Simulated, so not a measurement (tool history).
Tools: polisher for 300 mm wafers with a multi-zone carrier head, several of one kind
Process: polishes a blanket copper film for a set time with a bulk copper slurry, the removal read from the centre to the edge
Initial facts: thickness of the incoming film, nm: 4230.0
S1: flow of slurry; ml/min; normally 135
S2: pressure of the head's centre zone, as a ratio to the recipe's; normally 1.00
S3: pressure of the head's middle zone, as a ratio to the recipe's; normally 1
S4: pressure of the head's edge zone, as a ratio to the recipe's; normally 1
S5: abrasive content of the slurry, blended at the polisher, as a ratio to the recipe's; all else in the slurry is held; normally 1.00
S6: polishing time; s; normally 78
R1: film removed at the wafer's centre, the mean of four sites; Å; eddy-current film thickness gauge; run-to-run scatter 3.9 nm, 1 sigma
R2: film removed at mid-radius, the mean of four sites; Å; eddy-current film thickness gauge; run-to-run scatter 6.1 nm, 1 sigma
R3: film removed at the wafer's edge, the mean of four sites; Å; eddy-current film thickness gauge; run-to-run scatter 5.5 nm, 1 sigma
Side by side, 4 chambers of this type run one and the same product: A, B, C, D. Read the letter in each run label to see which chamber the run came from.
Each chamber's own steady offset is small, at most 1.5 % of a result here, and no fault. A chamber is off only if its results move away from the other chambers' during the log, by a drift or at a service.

| run | hour | S1 | S2 | S3 | S4 | S5 | S6 | R1 | R2 | R3 |
|---|---|---|---|---|---|---|---|---|---|---|
| 1B | 10.4 | 135 | 1.00 | 1 | 1 | 1.00 | 78 | 5892.3 | 5819.9 | 5754.4 |
|  | 11.9 | chamber D: worn pad replaced by a new one |
| 2D | 21.0 | 135 | 1.00 | 1 | 1 | 1.00 | 78 | 5883.2 | 6013.8 | 5844.6 |
|  | 28.6 | chamber B: edge zone pressure recalibrated |
| 3C | 29.5 | 135 | 1.00 | 1 | 1 | 1.00 | 78 | 5839.8 | 5869.4 | 5789.2 |
| 4A | 37.6 | 135 | 1.00 | 1 | 1 | 1.00 | 78 | 5908.9 | 5919.4 | 5910.2 |
|  | 43.3 | chamber C: worn pad replaced by a new one |
| 5C | 46.6 | 135 | 1.06 | 1 | 1 | 1.00 | 86 | 6895.3 | 6279.8 | 6458.0 |
| 6A | 53.0 | 135 | 1.06 | 1 | 1 | 1.00 | 86 | 7028.1 | 6493.9 | 6434.3 |
|  | 55.4 | chamber C: edge zone pressure recalibrated |
|  | 56.6 | chamber B: worn pad replaced by a new one |
| 7D | 63.9 | 135 | 1.06 | 1 | 1 | 1.00 | 86 | 6875.4 | 6541.4 | 6384.2 |
| 8B | 70.1 | 135 | 1.06 | 1 | 1 | 1.00 | 86 | 6814.8 | 6435.7 | 6309.6 |
| 9D | 77.6 | 135 | 1.00 | 1 | 1 | 1.00 | 78 | 5818.0 | 5980.4 | 5872.7 |
| 10B | 85.7 | 135 | 1.00 | 1 | 1 | 1.00 | 102 | 7679.5 | 7639.0 | 7595.3 |
|  | 91.4 | chamber A: worn pad replaced by a new one |
| 11A | 96.3 | 135 | 1.00 | 1 | 1 | 1.00 | 102 | 7696.8 | 7745.4 | 7688.2 |
|  | 100.9 | chamber D: worn pad replaced by a new one |
| 12C | 101.9 | 135 | 1.00 | 1 | 1 | 1.00 | 102 | 7596.1 | 7655.9 | 7681.9 |
| 13B | 107.6 | 135 | 1.00 | 1 | 1 | 1.00 | 102 | 7714.0 | 7711.9 | 7638.8 |
| 14C | 114.2 | 135 | 1.00 | 1 | 1 | 1.00 | 78 | 5898.4 | 5831.0 | 5923.0 |
| 15D | 124.7 | 135 | 1.00 | 1 | 1 | 1.00 | 78 | 5832.2 | 5848.5 | 5788.7 |
|  | 132.9 | chamber C: worn pad replaced by a new one |
| 16A | 135.8 | 135 | 1.00 | 1 | 1 | 1.00 | 78 | 5903.5 | 5825.7 | 5926.4 |
|  | 139.5 | chamber B: worn pad replaced by a new one |
| 17D | 141.0 | 135 | 1.00 | 1 | 1 | 1.00 | 78 | 5934.5 | 5948.3 | 5878.6 |
| 18A | 148.9 | 135 | 0.89 | 1 | 1 | 1.00 | 78 | 5177.6 | 5937.7 | 5892.7 |
|  | 155.1 | chamber D: centre zone pressure recalibrated |
| 19B | 155.1 | 135 | 0.89 | 1 | 1 | 1.00 | 78 | 5163.5 | 5914.2 | 5820.5 |
| 20C | 160.7 | 135 | 0.89 | 1 | 1 | 1.00 | 78 | 5182.0 | 5849.8 | 5961.7 |
| 21A | 168.3 | 135 | 0.89 | 1 | 1 | 1.00 | 78 | 5100.8 | 5972.2 | 5890.4 |
|  | 170.3 | chamber D: worn pad replaced by a new one |
|  | 171.1 | chamber C: centre zone pressure recalibrated |
|  | 178.8 | chamber D: edge zone pressure recalibrated |
| 22B | 179.2 | 135 | 1.00 | 1 | 1 | 1.00 | 78 | 5854.8 | 5800.9 | 5746.0 |
| 23D | 186.6 | 135 | 1.00 | 1 | 1 | 1.00 | 78 | 6422.0 | 5987.5 | 5869.7 |
| 24C | 194.9 | 135 | 1.00 | 1 | 1 | 1.00 | 78 | 5873.6 | 5931.6 | 5852.5 |
|  | 196.6 | chamber B: centre zone pressure recalibrated |
| 25C | 203.6 | 165 | 1.00 | 1 | 1 | 1.00 | 78 | 6143.3 | 6103.5 | 6047.1 |
| 26A | 212.1 | 165 | 1.00 | 1 | 1 | 1.00 | 78 | 6150.8 | 6085.7 | 6086.2 |
| 27D | 217.6 | 165 | 1.00 | 1 | 1 | 1.00 | 78 | 6682.0 | 6240.9 | 5910.9 |
|  | 223.8 | chamber B: worn pad replaced by a new one |
| 28B | 226.4 | 165 | 1.00 | 1 | 1 | 1.00 | 78 | 6238.7 | 6092.4 | 6023.7 |
| 29B | 233.4 | 135 | 1.00 | 1 | 1 | 1.00 | 78 | 5910.2 | 5857.3 | 5872.0 |
|  | 234.4 | chamber A: worn pad replaced by a new one |
|  | 234.9 | chamber C: worn pad replaced by a new one |
|  | 239.3 | chamber C: slurry nozzle cleaned |
| 30A | 244.0 | 135 | 1.00 | 1 | 1 | 1.00 | 78 | 5928.5 | 5802.5 | 5816.8 |
|  | 246.2 | chamber D: worn pad replaced by a new one |
| 31D | 249.4 | 135 | 1.00 | 1 | 1 | 1.00 | 78 | 6385.9 | 5850.1 | 5872.6 |
| 32C | 260.0 | 135 | 1.00 | 1 | 1 | 1.00 | 78 | 5854.3 | 5884.8 | 5848.2 |
| 33C | 266.7 | 135 | 1.00 | 1 | 1 | 1.00 | 78 | 5881.3 | 5691.8 | 5906.1 |
| 34B | 272.5 | 135 | 1.00 | 1 | 1 | 1.00 | 78 | 5990.0 | 5825.2 | 5839.7 |
| 35A | 280.0 | 135 | 1.00 | 1 | 1 | 1.00 | 78 | 5886.0 | 5938.0 | 5914.0 |
| 36D | 285.4 | 135 | 1.00 | 1 | 1 | 1.00 | 78 | 6363.5 | 5909.7 | 5848.8 |
|  | 288.3 | chamber A: edge zone pressure recalibrated |
| 37B | 293.8 | 135 | 1.00 | 1 | 1 | 1.00 | 78 | 5885.2 | 5723.4 | 5773.2 |
| 38D | 302.4 | 135 | 1.00 | 1 | 1 | 1.00 | 78 | 6352.5 | 5894.0 | 5877.7 |
| 39A | 313.7 | 135 | 1.00 | 1 | 1 | 1.15 | 78 | 6062.6 | 6124.3 | 6109.2 |
| 40C | 323.0 | 135 | 1.00 | 1 | 1 | 1.15 | 78 | 6143.8 | 6050.0 | 6128.9 |
|  | 331.4 | chamber D: worn pad replaced by a new one |
| 41A | 333.4 | 135 | 1.00 | 1 | 1 | 1.15 | 78 | 6108.4 | 6192.3 | 6023.5 |
|  | 335.2 | chamber C: worn pad replaced by a new one |
| 42D | 340.4 | 135 | 1.00 | 1 | 1 | 1.15 | 78 | 6546.4 | 6212.2 | 6036.5 |
| 43C | 347.8 | 120 | 1.00 | 1 | 1 | 1.25 | 78 | 5970.9 | 5961.3 | 6081.2 |

All chambers now run identical settings, listed one chamber a line with results as question marks. What results will each chamber show?
| 44A | 355.9 | 135 | 1.00 | 1 | 1 | 1.00 | 78 | ? | ? | ? |
| 44B | 355.9 | 135 | 1.00 | 1 | 1 | 1.00 | 78 | ? | ? | ? |
| 44C | 355.9 | 135 | 1.00 | 1 | 1 | 1.00 | 78 | ? | ? | ? |
| 44D | 355.9 | 135 | 1.00 | 1 | 1 | 1.00 | 78 | ? | ? | ? |

| run | R1 | R2 | R3 |
|---|---|---|---|
| 44A | 5874.3 | 5923.7 | 5867.0 |
| 44B | 5825.3 | 5825.4 | 5866.5 |
| 44C | 5920.5 | 5946.1 | 6010.7 |
| 44D | 6320.2 | 6069.8 | 5847.7 |

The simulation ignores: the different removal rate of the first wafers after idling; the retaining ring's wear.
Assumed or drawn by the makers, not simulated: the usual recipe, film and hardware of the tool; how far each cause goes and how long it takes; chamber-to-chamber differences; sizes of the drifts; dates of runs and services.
